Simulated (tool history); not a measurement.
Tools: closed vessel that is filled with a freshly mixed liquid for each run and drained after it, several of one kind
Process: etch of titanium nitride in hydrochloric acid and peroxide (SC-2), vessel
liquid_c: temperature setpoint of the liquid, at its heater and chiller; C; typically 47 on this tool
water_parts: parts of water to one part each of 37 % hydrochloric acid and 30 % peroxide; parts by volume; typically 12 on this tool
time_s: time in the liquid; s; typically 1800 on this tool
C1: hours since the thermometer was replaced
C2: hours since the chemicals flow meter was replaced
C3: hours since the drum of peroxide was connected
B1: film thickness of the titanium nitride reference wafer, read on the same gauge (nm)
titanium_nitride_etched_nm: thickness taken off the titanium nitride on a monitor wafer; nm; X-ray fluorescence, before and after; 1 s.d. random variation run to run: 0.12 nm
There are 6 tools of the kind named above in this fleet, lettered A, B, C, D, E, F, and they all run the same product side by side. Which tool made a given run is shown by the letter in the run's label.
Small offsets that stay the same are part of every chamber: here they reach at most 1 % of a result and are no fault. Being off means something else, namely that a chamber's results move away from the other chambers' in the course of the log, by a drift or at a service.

Run 1C, hour 16.3: usual settings; C1 17.4; C2 332.2; C3 106.6; B1 39.984. Result: titanium_nitride_etched_nm 31.435 nm.
Run 2A, hour 32.6: usual settings; C1 2011.3; C2 387.6; C3 552; B1 40.008. Result: titanium_nitride_etched_nm 31.295 nm.
Run 3F, hour 41.8: usual settings; C1 1157.3; C2 310.2; C3 270.4; B1 39.988. Result: titanium_nitride_etched_nm 31.346 nm.
Run 4B, hour 52.1: usual settings; C1 941.5; C2 423; C3 221.3; B1 39.984. Result: titanium_nitride_etched_nm 31.443 nm.
Run 5D, hour 61.8: usual settings; C1 415.4; C2 816.2; C3 219; B1 39.989. Result: titanium_nitride_etched_nm 30.964 nm.
Run 6E, hour 72.5: usual settings; C1 360.4; C2 466.5; C3 818.4; B1 40.009. Result: titanium_nitride_etched_nm 31.305 nm.
Run 7F, hour 87.7: usual settings; C1 1203.2; C2 356.1; C3 316.3; B1 40.006. Result: titanium_nitride_etched_nm 31.322 nm.
Run 8A, hour 98.8: usual settings; C1 2077.5; C2 453.8; C3 618.2; B1 39.988. Result: titanium_nitride_etched_nm 31.255 nm.
Run 9E, hour 109.7: usual settings; C1 397.6; C2 503.7; C3 855.6; B1 40.015. Result: titanium_nitride_etched_nm 31.227 nm.
At hour 113.7: chamber F: thermometer replaced.
Run 10B, hour 118.4: usual settings; C1 1007.8; C2 489.3; C3 287.6; B1 39.994. Result: titanium_nitride_etched_nm 31.272 nm.
Run 11C, hour 125.8: usual settings; C1 126.9; C2 441.7; C3 216.1; B1 40.023. Result: titanium_nitride_etched_nm 31.426 nm.
At hour 127: chamber B: thermometer replaced.
Run 12D, hour 140.5: usual settings; C1 494.1; C2 894.9; C3 297.7; B1 39.996. Result: titanium_nitride_etched_nm 31.117 nm.
Run 13E, hour 152.1: usual settings; C1 440; C2 546.1; C3 898; B1 40.008. Result: titanium_nitride_etched_nm 31.364 nm.
Run 14D, hour 165.4: usual settings; C1 519; C2 919.8; C3 322.6; B1 39.982. Result: titanium_nitride_etched_nm 31.165 nm.
Run 15A, hour 175.4: usual settings; C1 2154.1; C2 530.4; C3 694.8; B1 40.014. Result: titanium_nitride_etched_nm 31.338 nm.
Run 16B, hour 192: usual settings; C1 65.1; C2 562.9; C3 361.2; B1 40.02. Result: titanium_nitride_etched_nm 31.189 nm.
Run 17C, hour 206.5: usual settings; C1 207.6; C2 522.4; C3 296.8; B1 40.046. Result: titanium_nitride_etched_nm 31.213 nm.
At hour 216.1: chamber D: chemicals flow meter replaced.
Run 18F, hour 221.7: usual settings; C1 108.1; C2 490.1; C3 450.3; B1 39.986. Result: titanium_nitride_etched_nm 31.146 nm.
Run 19F, hour 229.8: usual settings; C1 116.2; C2 498.2; C3 458.4; B1 40.038. Result: titanium_nitride_etched_nm 31.147 nm.
Run 20D, hour 244.2: usual settings; C1 597.8; C2 28.2; C3 401.4; B1 40.038. Result: titanium_nitride_etched_nm 31.337 nm.
At hour 247.8: chamber A: new drum of peroxide connected.
Run 21A, hour 256.6: usual settings; C1 2235.3; C2 611.6; C3 8.9; B1 40.022. Result: titanium_nitride_etched_nm 31.784 nm.
Run 22B, hour 264.8: usual settings but liquid_c 55 C, time_s 1305 s; C1 137.9; C2 635.7; C3 434; B1 39.998. Result: titanium_nitride_etched_nm 38.495 nm.
Run 23C, hour 278.2: usual settings but liquid_c 55 C, time_s 1305 s; C1 279.3; C2 594.1; C3 368.5; B1 40.005. Result: titanium_nitride_etched_nm 38.386 nm.
At hour 287.8: chamber C: new drum of peroxide connected.
Run 24E, hour 289.6: usual settings but liquid_c 55 C, time_s 1305 s; C1 577.5; C2 683.6; C3 1035.5; B1 39.999. Result: titanium_nitride_etched_nm 38.674 nm.
Run 25B, hour 299.6: usual settings but liquid_c 55 C, time_s 1305 s; C1 172.7; C2 670.5; C3 468.8; B1 40.016. Result: titanium_nitride_etched_nm 38.638 nm.
Run 26C, hour 313.9: usual settings but liquid_c 55 C, time_s 1305 s; C1 315; C2 629.8; C3 26.2; B1 40.053. Result: titanium_nitride_etched_nm 38.167 nm.
At hour 314.6: chamber B: chemicals flow meter replaced.
Run 27A, hour 326.3: usual settings but liquid_c 55 C, time_s 1305 s; C1 2305; C2 681.3; C3 78.6; B1 39.992. Result: titanium_nitride_etched_nm 39.262 nm.
Run 28F, hour 341.1: usual settings; C1 227.5; C2 609.5; C3 569.7; B1 39.989. Result: titanium_nitride_etched_nm 31.221 nm.
Run 29D, hour 350.4: usual settings; C1 704; C2 134.4; C3 507.6; B1 39.997. Result: titanium_nitride_etched_nm 31.08 nm.
Run 30E, hour 365.8: usual settings; C1 653.7; C2 759.8; C3 1111.7; B1 39.997. Result: titanium_nitride_etched_nm 31.312 nm.
Run 31A, hour 376.8: usual settings but liquid_c 43.5 C; C1 2355.5; C2 731.8; C3 129.1; B1 39.996. Result: titanium_nitride_etched_nm 25.076 nm.
Run 32D, hour 388: usual settings but liquid_c 43.5 C; C1 741.6; C2 172; C3 545.2; B1 39.989. Result: titanium_nitride_etched_nm 24.474 nm.
Run 33B, hour 398.4: usual settings but liquid_c 43.5 C; C1 271.5; C2 83.8; C3 567.6; B1 40.002. Result: titanium_nitride_etched_nm 24.422 nm.
At hour 399.6: chamber D: thermometer replaced.
Run 34C, hour 409.2: usual settings but liquid_c 43.5 C; C1 410.3; C2 725.1; C3 121.5; B1 40.01. Result: titanium_nitride_etched_nm 24.677 nm.
Run 35F, hour 425: usual settings but liquid_c 43.5 C; C1 311.4; C2 693.4; C3 653.6; B1 39.998. Result: titanium_nitride_etched_nm 24.357 nm.
At hour 432.5: chamber E: new drum of peroxide connected.
Run 36E, hour 441.3: usual settings but liquid_c 43.5 C; C1 729.2; C2 835.3; C3 8.8; B1 40.011. Result: titanium_nitride_etched_nm 24.742 nm.
Run 37D, hour 456.6: usual settings; C1 57; C2 240.6; C3 613.8; B1 39.986. Result: titanium_nitride_etched_nm 30.843 nm.

Next, all 6 chambers run the settings below, one line each with question marks for the results. What does each chamber give?
Run 38A, hour 468.6: usual settings. Result: titanium_nitride_etched_nm ?.
Run 38B, hour 468.6: usual settings. Result: titanium_nitride_etched_nm ?.
Run 38C, hour 468.6: usual settings. Result: titanium_nitride_etched_nm ?.
Run 38D, hour 468.6: usual settings. Result: titanium_nitride_etched_nm ?.
Run 38E, hour 468.6: usual settings. Result: titanium_nitride_etched_nm ?.
Run 38F, hour 468.6: usual settings. Result: titanium_nitride_etched_nm ?.

run  titanium_nitride_etched_nm
38A                      32.246
38B                      31.199
38C                      31.234
38D                      31.049
38E                      31.268
38F                      31.244
